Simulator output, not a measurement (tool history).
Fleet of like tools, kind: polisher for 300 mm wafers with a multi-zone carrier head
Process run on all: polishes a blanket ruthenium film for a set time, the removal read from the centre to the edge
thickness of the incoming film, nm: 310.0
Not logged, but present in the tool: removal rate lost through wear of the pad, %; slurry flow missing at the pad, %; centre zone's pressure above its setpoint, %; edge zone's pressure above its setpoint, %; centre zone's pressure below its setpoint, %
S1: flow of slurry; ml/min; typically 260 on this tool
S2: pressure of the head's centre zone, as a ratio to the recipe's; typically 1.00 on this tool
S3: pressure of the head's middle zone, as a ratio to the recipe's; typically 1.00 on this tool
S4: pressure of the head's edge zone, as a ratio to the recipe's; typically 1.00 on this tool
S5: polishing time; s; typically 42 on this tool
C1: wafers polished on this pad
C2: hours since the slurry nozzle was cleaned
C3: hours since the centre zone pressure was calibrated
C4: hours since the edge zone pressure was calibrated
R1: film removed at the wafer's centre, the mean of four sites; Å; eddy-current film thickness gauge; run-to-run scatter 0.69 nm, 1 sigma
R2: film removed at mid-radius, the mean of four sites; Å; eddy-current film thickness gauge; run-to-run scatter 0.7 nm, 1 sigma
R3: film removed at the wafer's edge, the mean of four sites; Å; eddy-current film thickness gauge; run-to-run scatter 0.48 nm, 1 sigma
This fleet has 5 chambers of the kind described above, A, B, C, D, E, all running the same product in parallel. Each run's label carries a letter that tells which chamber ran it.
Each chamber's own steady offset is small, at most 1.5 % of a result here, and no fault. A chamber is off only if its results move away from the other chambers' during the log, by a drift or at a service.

Run 1B, hour 7.9: usual settings; C1 1123; C2 125.4; C3 1000.8; C4 210.1. Result: R1 701.68 Å, R2 691.38 Å, R3 696.18 Å.
At hour 18.3: chamber B: worn pad replaced by a new one.
Run 2D, hour 20.1: usual settings; C1 569; C2 221.7; C3 36.9; C4 1171.6. Result: R1 702.12 Å, R2 683.41 Å, R3 687.44 Å.
Run 3C, hour 32.5: usual settings; C1 570; C2 244.6; C3 113.4; C4 465.0. Result: R1 690.31 Å, R2 703.06 Å, R3 699.67 Å.
At hour 33.8: chamber C: slurry nozzle cleaned.
Run 4A, hour 43.6: usual settings; C1 1052; C2 471.2; C3 244.0; C4 93.9. Result: R1 704.39 Å, R2 699.04 Å, R3 707.13 Å.
At hour 48.7: chamber A: worn pad replaced by a new one.
At hour 48.9: chamber B: centre zone pressure recalibrated.
At hour 50.5: chamber D: edge zone pressure recalibrated.
Run 5E, hour 52.3: usual settings; C1 1449; C2 127.6; C3 193.7; C4 89.4. Result: R1 683.89 Å, R2 693.24 Å, R3 701.74 Å.
Run 6B, hour 66.4: usual settings; C1 810; C2 183.9; C3 17.5; C4 268.6. Result: R1 697.75 Å, R2 690.88 Å, R3 692.87 Å.
At hour 77.2: chamber D: worn pad replaced by a new one.
Run 7C, hour 77.8: usual settings; C1 1333; C2 44.0; C3 158.7; C4 510.3. Result: R1 685.57 Å, R2 709.70 Å, R3 700.87 Å.
At hour 81.1: chamber C: worn pad replaced by a new one.
At hour 86.1: chamber B: worn pad replaced by a new one.
Run 8E, hour 89.7: usual settings; C1 2079; C2 165.0; C3 231.1; C4 126.8. Result: R1 667.97 Å, R2 678.76 Å, R3 688.08 Å.
At hour 93.4: chamber A: slurry nozzle cleaned.
Run 9D, hour 101.0: usual settings; C1 400; C2 302.6; C3 117.8; C4 50.5. Result: R1 693.70 Å, R2 705.12 Å, R3 684.40 Å.
At hour 111.5: chamber A: worn pad replaced by a new one.
Run 10A, hour 114.2: usual settings but S1 215 ml/min, S4 1.04; C1 46; C2 20.9; C3 314.6; C4 164.5. Result: R1 679.97 Å, R2 683.10 Å, R3 708.96 Å.
Run 11C, hour 126.9: usual settings but S1 215 ml/min, S4 1.04; C1 772; C2 93.1; C3 207.8; C4 559.4. Result: R1 689.52 Å, R2 676.29 Å, R3 688.85 Å.
Run 12B, hour 139.0: usual settings but S1 215 ml/min, S4 1.04; C1 892; C2 256.5; C3 90.1; C4 341.2. Result: R1 687.16 Å, R2 678.51 Å, R3 694.52 Å.
At hour 147.3: chamber C: edge zone pressure recalibrated.
At hour 147.4: chamber B: worn pad replaced by a new one.
At hour 148.1: chamber C: worn pad replaced by a new one.
Run 13D, hour 150.6: usual settings but S1 215 ml/min, S4 1.04; C1 1236; C2 352.2; C3 167.4; C4 100.1. Result: R1 679.12 Å, R2 692.51 Å, R3 683.10 Å.
At hour 151.2: chamber D: worn pad replaced by a new one.
Run 14A, hour 157.4: usual settings but S1 215 ml/min, S4 1.04; C1 773; C2 64.1; C3 357.8; C4 207.7. Result: R1 680.54 Å, R2 684.94 Å, R3 699.70 Å.
At hour 163.1: chamber E: slurry nozzle cleaned.
Run 15E, hour 167.0: usual settings but S1 180 ml/min; C1 3381; C2 4.0; C3 308.4; C4 204.1. Result: R1 632.19 Å, R2 646.71 Å, R3 652.65 Å.
Run 16A, hour 177.2: usual settings but S1 180 ml/min; C1 1107; C2 83.9; C3 377.6; C4 227.5. Result: R1 670.53 Å, R2 656.99 Å, R3 672.93 Å.
Run 17E, hour 183.9: usual settings but S1 180 ml/min; C1 3665; C2 20.9; C3 325.3; C4 221.0. Result: R1 629.97 Å, R2 648.45 Å, R3 649.73 Å.
At hour 186.1: chamber A: worn pad replaced by a new one.
Run 18D, hour 198.1: usual settings but S1 180 ml/min; C1 791; C2 399.7; C3 214.9; C4 147.6. Result: R1 664.54 Å, R2 650.08 Å, R3 661.57 Å.
Run 19B, hour 207.4: usual settings but S1 180 ml/min; C1 1010; C2 324.9; C3 158.5; C4 409.6. Result: R1 670.32 Å, R2 658.65 Å, R3 660.94 Å.
At hour 221.3: chamber C: worn pad replaced by a new one.
Run 20C, hour 221.9: usual settings but S2 0.94; C1 11; C2 188.1; C3 302.8; C4 74.6. Result: R1 646.40 Å, R2 704.33 Å, R3 693.86 Å.
At hour 222.7: chamber E: centre zone pressure recalibrated.
At hour 225.0: chamber B: worn pad replaced by a new one.
Run 21E, hour 230.2: usual settings but S2 0.94; C1 4445; C2 67.2; C3 7.5; C4 267.3. Result: R1 605.27 Å, R2 666.41 Å, R3 668.36 Å.
Run 22B, hour 236.9: usual settings but S2 0.94; C1 200; C2 354.4; C3 188.0; C4 439.1. Result: R1 669.29 Å, R2 704.92 Å, R3 691.06 Å.
At hour 239.2: chamber D: worn pad replaced by a new one.
Run 23D, hour 245.7: usual settings but S2 0.94; C1 110; C2 447.3; C3 262.5; C4 195.2. Result: R1 648.58 Å, R2 689.42 Å, R3 683.66 Å.
Run 24A, hour 257.8: usual settings but S2 0.94; C1 1208; C2 164.5; C3 458.2; C4 308.1. Result: R1 651.96 Å, R2 692.76 Å, R3 697.78 Å.
At hour 259.6: chamber A: worn pad replaced by a new one.
Run 25C, hour 265.6: usual settings but S1 295 ml/min, S3 1.09; C1 747; C2 231.8; C3 346.5; C4 118.3. Result: R1 709.88 Å, R2 759.83 Å, R3 697.31 Å.
Run 26B, hour 276.5: usual settings but S1 295 ml/min, S3 1.09; C1 867; C2 394.0; C3 227.6; C4 478.7. Result: R1 716.11 Å, R2 762.41 Å, R3 703.22 Å.
Run 27C, hour 289.7: usual settings but S1 295 ml/min, S3 1.09; C1 1152; C2 255.9; C3 370.6; C4 142.4. Result: R1 704.52 Å, R2 772.56 Å, R3 692.18 Å.
At hour 291.1: chamber A: centre zone pressure recalibrated.
Run 28E, hour 297.8: usual settings but S1 295 ml/min, S3 1.09; C1 5583; C2 134.8; C3 75.1; C4 334.9. Result: R1 653.52 Å, R2 732.29 Å, R3 655.45 Å.
At hour 300.1: chamber B: worn pad replaced by a new one.
Run 29D, hour 310.7: usual settings but S1 295 ml/min, S3 1.09; C1 1204; C2 512.3; C3 327.5; C4 260.2. Result: R1 706.06 Å, R2 772.40 Å, R3 699.83 Å.
Run 30A, hour 320.2: usual settings; C1 1020; C2 226.9; C3 29.1; C4 370.5. Result: R1 711.04 Å, R2 712.74 Å, R3 692.92 Å.
At hour 325.5: chamber D: worn pad replaced by a new one.
Run 31B, hour 328.7: usual settings; C1 483; C2 446.2; C3 279.8; C4 530.9. Result: R1 702.06 Å, R2 703.54 Å, R3 688.02 Å.
At hour 333.0: chamber A: worn pad replaced by a new one.
Run 32A, hour 342.3: usual settings; C1 157; C2 249.0; C3 51.2; C4 392.6. Result: R1 699.89 Å, R2 694.19 Å, R3 701.03 Å.
Run 33D, hour 350.2: usual settings; C1 416; C2 551.8; C3 367.0; C4 299.7. Result: R1 700.40 Å, R2 698.58 Å, R3 684.64 Å.

Next, all 5 chambers run the settings below, one line each with question marks for the results. What does each chamber give?
Run 34A, hour 360.8: usual settings. Result: R1 ?, R2 ?, R3 ?.
Run 34B, hour 360.8: usual settings. Result: R1 ?, R2 ?, R3 ?.
Run 34C, hour 360.8: usual settings. Result: R1 ?, R2 ?, R3 ?.
Run 34D, hour 360.8: usual settings. Result: R1 ?, R2 ?, R3 ?.
Run 34E, hour 360.8: usual settings. Result: R1 ?, R2 ?, R3 ?.

run      R1      R2      R3
34A  702.20  702.84  698.78
34B  684.48  698.81  693.18
34C  693.21  696.93  694.11
34D  701.81  674.34  687.71
34E  628.02  637.70  639.91
